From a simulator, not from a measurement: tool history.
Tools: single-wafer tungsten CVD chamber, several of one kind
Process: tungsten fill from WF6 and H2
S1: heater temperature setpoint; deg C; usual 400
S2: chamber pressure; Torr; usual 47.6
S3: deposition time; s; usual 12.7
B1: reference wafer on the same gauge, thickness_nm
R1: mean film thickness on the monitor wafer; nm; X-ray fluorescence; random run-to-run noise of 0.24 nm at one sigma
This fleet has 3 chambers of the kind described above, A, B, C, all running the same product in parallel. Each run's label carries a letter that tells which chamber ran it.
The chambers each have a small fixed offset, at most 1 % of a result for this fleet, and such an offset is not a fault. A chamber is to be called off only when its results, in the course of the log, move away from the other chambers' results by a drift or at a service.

run	hour	S1	S2	S3	B1	R1
1A	7.0	400	47.6	12.7	53.189	45.821
2C	11.0	400	47.6	12.7	53.267	45.536
3B	14.6	400	47.6	12.7	53.202	45.809
4A	21.9	400	47.6	12.7	53.273	46.074
5B	25.5	400	47.6	12.7	53.251	45.598
6C	29.3	400	47.6	12.7	53.186	45.012
7C	34.3	400	47.6	12.7	53.227	45.710
8B	37.7	400	47.6	12.7	53.225	45.619
9A	41.9	400	47.6	12.7	53.197	45.688
10A	49.2	400	47.6	12.7	53.144	45.737
11C	56.7	405	47.6	12.7	53.146	49.613
12B	61.4	405	47.6	12.7	53.290	50.097
# hour 68.4: chamber C: thermocouple changed; heater temperature recalibrated
13B	68.4	405	47.6	12.7	53.207	49.971
14C	75.1	400	47.6	12.7	53.182	43.865
15A	81.5	400	47.6	12.7	53.172	45.331
16A	84.9	400	47.6	12.7	53.161	45.667
17C	91.4	400	47.6	12.7	53.142	43.799
18B	98.0	413	47.6	10.9	53.208	49.335
19C	103.9	413	47.6	10.9	53.192	46.962
20A	110.3	413	47.6	10.9	53.168	49.243
21B	114.5	400	52.1	14.5	53.153	54.077
# hour 117.4: chamber A: thermocouple changed; heater temperature recalibrated
22A	120.4	400	52.1	14.5	53.223	54.271
23B	127.2	400	52.1	14.5	53.201	53.833
24C	131.4	400	47.6	12.7	53.238	43.887
25A	136.4	400	47.6	12.7	53.116	45.866
26C	142.6	400	47.6	12.7	53.273	43.139
27B	146.8	400	47.6	12.7	53.169	45.333
28A	152.0	400	56.3	11.0	53.139	43.154
29B	156.6	400	56.3	11.0	53.177	42.712
30C	161.5	400	56.3	11.0	53.249	40.770
31B	167.6	400	47.6	12.7	53.266	45.603

Read the log: is a single chamber off, either drifting away or since a service, is the gauge that measures every chamber drifting, or is nothing wrong beyond small per-chamber offsets? Name any odd chamber and what most likely caused it.

A service on chamber C put it out of line with the rest.
Most likely cause: wafer temperature below the value expected at the setpoint (K) = 2.06.

Which of the 4 candidates below, each the usual settings with something changed and its results left as question marks, puts chamber C back in line with what the other chambers give on the usual settings?
Counts as in line when no further than this from what the other chambers average on the usual settings: R1 0.860 nm
32C-1	173.0	400	42.6	12.7		?
32C-2	173.0	402	48.3	12.7		?
32C-3	173.0	397	46.7	12.4		?
32C-4	173.0	404	48.9	12.7		?

Mean of the other chambers on the usual settings: R1 45.839 nm
run	R1
32C-1	41.631
32C-2	45.752
32C-3	40.098
32C-4	47.666
With 32C-2, the chamber falls back in line with the rest.
